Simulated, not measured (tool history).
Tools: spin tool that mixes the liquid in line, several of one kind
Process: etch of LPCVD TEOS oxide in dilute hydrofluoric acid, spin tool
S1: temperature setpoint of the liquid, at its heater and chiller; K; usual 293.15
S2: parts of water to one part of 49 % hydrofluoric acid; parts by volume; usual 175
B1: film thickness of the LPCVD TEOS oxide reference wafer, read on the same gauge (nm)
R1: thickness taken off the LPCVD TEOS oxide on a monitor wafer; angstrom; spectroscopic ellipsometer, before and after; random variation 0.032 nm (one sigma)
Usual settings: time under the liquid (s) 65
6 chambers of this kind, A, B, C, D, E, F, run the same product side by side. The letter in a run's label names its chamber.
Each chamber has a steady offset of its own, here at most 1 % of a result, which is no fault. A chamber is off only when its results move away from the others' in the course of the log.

run 1B hour=10.7 | S1=293.15 S2=175 time_under_the_liquid_(s)=65 | B1=70.024 | R1=65.894
run 2E hour=25.3 | S1=293.15 S2=175 time_under_the_liquid_(s)=65 | B1=70.042 | R1=66.53
run 3C hour=35.7 | S1=293.15 S2=175 time_under_the_liquid_(s)=65 | B1=70.004 | R1=66.275
run 4F hour=43.7 | S1=293.15 S2=175 time_under_the_liquid_(s)=65 | B1=69.998 | R1=66.253
run 5A hour=60.1 | S1=293.15 S2=135 time_under_the_liquid_(s)=40 | B1=69.977 | R1=55.751
run 6D hour=73.1 | S1=293.15 S2=135 time_under_the_liquid_(s)=40 | B1=70.037 | R1=54.599
run 7D hour=81.4 | S1=293.15 S2=135 time_under_the_liquid_(s)=40 | B1=69.971 | R1=54.381
run 8E hour=96.8 | S1=293.15 S2=135 time_under_the_liquid_(s)=40 | B1=70.005 | R1=54.993
run 9F hour=108.3 | S1=293.15 S2=135 time_under_the_liquid_(s)=40 | B1=69.977 | R1=54.887
run 10A hour=118.5 | S1=293.15 S2=135 time_under_the_liquid_(s)=40 | B1=70.017 | R1=55.418
run 11B hour=126.4 | S1=293.15 S2=175 time_under_the_liquid_(s)=65 | B1=70.019 | R1=66.361
run 12C hour=138 | S1=293.15 S2=175 time_under_the_liquid_(s)=65 | B1=69.993 | R1=66.049
run 13C hour=150.8 | S1=293.15 S2=175 time_under_the_liquid_(s)=65 | B1=70.01 | R1=66.1
run 14A hour=159.1 | S1=293.15 S2=175 time_under_the_liquid_(s)=65 | B1=70.018 | R1=66.257
run 15B hour=172.1 | S1=293.15 S2=175 time_under_the_liquid_(s)=65 | B1=69.968 | R1=66.643
run 16F hour=180.6 | S1=293.15 S2=175 time_under_the_liquid_(s)=65 | B1=69.978 | R1=65.796
run 17D hour=191.3 | S1=293.15 S2=175 time_under_the_liquid_(s)=65 | B1=70.009 | R1=66.358
run 18E hour=206.7 | S1=293.15 S2=175 time_under_the_liquid_(s)=65 | B1=70.01 | R1=66.528
run 19C hour=217.9 | S1=293.15 S2=175 time_under_the_liquid_(s)=65 | B1=70.008 | R1=65.905
run 20F hour=229.3 | S1=293.15 S2=175 time_under_the_liquid_(s)=65 | B1=69.941 | R1=66.722
run 21E hour=238.6 | S1=293.15 S2=175 time_under_the_liquid_(s)=65 | B1=70.035 | R1=66.309
run 22A hour=252.4 | S1=293.15 S2=175 time_under_the_liquid_(s)=65 | B1=69.97 | R1=66.463
run 23B hour=266.1 | S1=293.15 S2=175 time_under_the_liquid_(s)=65 | B1=69.986 | R1=65.876
run 24D hour=275.3 | S1=293.15 S2=175 time_under_the_liquid_(s)=65 | B1=70.012 | R1=66.022
run 25A hour=291.9 | S1=293.15 S2=175 time_under_the_liquid_(s)=65 | B1=69.977 | R1=66.337
run 26E hour=305.8 | S1=293.15 S2=175 time_under_the_liquid_(s)=65 | B1=69.988 | R1=66.218
run 27B hour=320.3 | S1=296.65 S2=175 time_under_the_liquid_(s)=65 | B1=70.019 | R1=75.425
-- hour=323.5 chamber A: hydrofluoric acid flow meter replaced
run 28D hour=329.5 | S1=296.65 S2=175 time_under_the_liquid_(s)=65 | B1=70.02 | R1=75.677
run 29F hour=345.2 | S1=296.65 S2=175 time_under_the_liquid_(s)=65 | B1=70.023 | R1=75.052
run 30C hour=355.2 | S1=296.65 S2=175 time_under_the_liquid_(s)=65 | B1=70.014 | R1=73.961
run 31A hour=362.9 | S1=296.65 S2=175 time_under_the_liquid_(s)=65 | B1=69.958 | R1=76.181
run 32D hour=375.9 | S1=296.65 S2=175 time_under_the_liquid_(s)=65 | B1=69.975 | R1=74.847
run 33F hour=390.1 | S1=293.15 S2=175 time_under_the_liquid_(s)=65 | B1=69.964 | R1=65.848
run 34E hour=401.5 | S1=293.15 S2=175 time_under_the_liquid_(s)=65 | B1=69.977 | R1=66.151
run 35B hour=415.5 | S1=293.15 S2=175 time_under_the_liquid_(s)=65 | B1=70.012 | R1=66.741
run 36C hour=431.9 | S1=293.15 S2=175 time_under_the_liquid_(s)=65 | B1=70.019 | R1=63.168
run 37A hour=447.8 | S1=293.15 S2=175 time_under_the_liquid_(s)=65 | B1=70.027 | R1=66.758
run 38E hour=458 | S1=293.15 S2=175 time_under_the_liquid_(s)=65 | B1=70.01 | R1=66.499
run 39C hour=473.8 | S1=293.15 S2=175 time_under_the_liquid_(s)=65 | B1=70.005 | R1=62.846
run 40D hour=490 | S1=293.15 S2=175 time_under_the_liquid_(s)=65 | B1=70.01 | R1=66.189
run 41F hour=506.6 | S1=293.15 S2=175 time_under_the_liquid_(s)=65 | B1=70.01 | R1=66.191
run 42B hour=518.5 | S1=290.15 S2=175 time_under_the_liquid_(s)=100 | B1=69.966 | R1=90.087

All 6 chambers run these settings next. Forecast each chamber's results:
run 43A hour=530.5 | S1=293.15 S2=175 time_under_the_liquid_(s)=105 | R1=?
run 43B hour=530.5 | S1=293.15 S2=175 time_under_the_liquid_(s)=105 | R1=?
run 43C hour=530.5 | S1=293.15 S2=175 time_under_the_liquid_(s)=105 | R1=?
run 43D hour=530.5 | S1=293.15 S2=175 time_under_the_liquid_(s)=105 | R1=?
run 43E hour=530.5 | S1=293.15 S2=175 time_under_the_liquid_(s)=105 | R1=?
run 43F hour=530.5 | S1=293.15 S2=175 time_under_the_liquid_(s)=105 | R1=?

run=43A R1=108.01
run=43B R1=106.86
run=43C R1=100.34
run=43D R1=106.76
run=43E R1=106.81
run=43F R1=106.33
